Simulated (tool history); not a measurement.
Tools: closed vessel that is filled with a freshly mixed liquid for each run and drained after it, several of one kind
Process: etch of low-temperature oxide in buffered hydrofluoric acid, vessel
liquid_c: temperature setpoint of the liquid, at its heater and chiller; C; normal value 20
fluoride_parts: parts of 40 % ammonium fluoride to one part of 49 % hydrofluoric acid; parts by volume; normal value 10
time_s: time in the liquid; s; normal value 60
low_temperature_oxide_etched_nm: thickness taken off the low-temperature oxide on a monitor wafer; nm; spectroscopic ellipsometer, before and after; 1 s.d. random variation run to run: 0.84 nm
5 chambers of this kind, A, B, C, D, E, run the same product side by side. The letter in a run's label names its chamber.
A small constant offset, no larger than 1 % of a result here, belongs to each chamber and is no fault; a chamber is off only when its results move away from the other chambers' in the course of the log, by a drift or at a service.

| run | hour | liquid_c | fluoride_parts | time_s | read-back film thickness of the low-temperature oxide reference wafer, read on the same gauge (nm) | low_temperature_oxide_etched_nm |
|---|---|---|---|---|---|---|
| 1B | 12.1 | 20 | 10 | 60 | 89.974 | 156.35 |
| 2E | 20.9 | 20 | 10 | 60 | 90.009 | 156.57 |
| 3C | 28 | 20 | 10 | 60 | 89.982 | 157.78 |
| 4D | 36.5 | 20 | 10 | 60 | 89.995 | 156.84 |
| 5A | 45.7 | 20 | 10 | 60 | 90 | 157.74 |
| 6E | 57.5 | 20 | 10 | 60 | 89.988 | 155.78 |
| 7D | 63.3 | 20 | 10 | 60 | 89.984 | 156.77 |
| 8C | 72.8 | 20 | 10 | 60 | 89.977 | 157.13 |
| 9B | 85.5 | 20 | 10 | 60 | 90.043 | 157.11 |
| 10A | 91.8 | 20 | 10 | 60 | 89.952 | 157.98 |
| 11B | 103.2 | 20 | 10 | 60 | 90.074 | 157.39 |
|  | 109.2 | chamber C: hydrofluoric acid flow meter replaced |
| 12A | 109.6 | 20 | 11.5 | 80 | 90.006 | 185.14 |
| 13E | 115.9 | 20 | 11.5 | 80 | 89.938 | 182.23 |
| 14C | 125.2 | 20 | 11.5 | 80 | 90.019 | 184.4 |
|  | 127.2 | chamber D: thermometer replaced |
| 15D | 133.4 | 20 | 11.5 | 80 | 89.956 | 179.93 |
| 16C | 145.9 | 20 | 11.5 | 80 | 90.024 | 186.56 |
|  | 153.2 | chamber E: thermometer replaced |
| 17E | 157.2 | 20 | 10 | 60 | 90.012 | 155.63 |
| 18D | 167 | 20 | 13 | 40 | 89.955 | 78.976 |
| 19A | 177.2 | 20 | 13 | 40 | 89.991 | 81.998 |
| 20B | 187.5 | 20 | 13 | 40 | 90.009 | 81.231 |
| 21D | 195.3 | 20 | 13 | 40 | 89.999 | 78.391 |
| 22A | 203.7 | 20 | 13 | 40 | 90.013 | 81.255 |
| 23C | 209.3 | 20 | 10 | 60 | 89.984 | 159.87 |
|  | 220 | chamber A: thermometer replaced |
| 24B | 220 | 20 | 10 | 60 | 90.01 | 158.24 |
| 25E | 230.6 | 23.5 | 10 | 70 | 90.009 | 219.45 |
| 26B | 236.4 | 23.5 | 10 | 70 | 89.996 | 222.78 |
|  | 240.5 | chamber A: hydrofluoric acid flow meter replaced |
| 27E | 248.5 | 23.5 | 10 | 70 | 90.01 | 222.57 |
| 28C | 260.1 | 23.5 | 10 | 70 | 90.025 | 226 |
| 29D | 268.8 | 23.5 | 10 | 70 | 90.038 | 213.48 |
| 30A | 280.1 | 20 | 10 | 60 | 89.958 | 158.48 |
| 31A | 292.6 | 20 | 10 | 60 | 90.02 | 158.25 |
| 32B | 302.3 | 20 | 10 | 60 | 90.009 | 158.14 |
| 33D | 312.4 | 20 | 10 | 60 | 89.987 | 149.77 |

Decide between three cases: one chamber stands off from its peers, the gauge reading all wafers drifts, or nothing is wrong past each chamber's small offset. Where a chamber is off, say which and what most likely put it there.

It is chamber D that slowly wanders off from its peers.
What lies behind it: hydrofluoric acid flow below the setpoint (%) = 6.13.

Below are 4 candidate recipes for chamber D's next run, each the usual settings with a change, their results shown as question marks. Which of them brings D's results back in line with what the other chambers give on the usual settings?
In line means no further than this from the other chambers' mean on the usual settings: low_temperature_oxide_etched_nm 2.9 nm
| 34D-1 | 321.6 | 18 | 10 | 60 |  | ? |
| 34D-2 | 321.6 | 21 | 10 | 60 |  | ? |
| 34D-3 | 321.6 | 22 | 10 | 60 |  | ? |
| 34D-4 | 321.6 | 19 | 10 | 60 |  | ? |

The mean the other chambers reach with the usual settings: low_temperature_oxide_etched_nm 157.78 nm
| run | low_temperature_oxide_etched_nm |
|---|---|
| 34D-1 | 132.12 |
| 34D-2 | 156.82 |
| 34D-3 | 165.85 |
| 34D-4 | 139.89 |
It is 34D-2 that realigns the chamber with its peers.
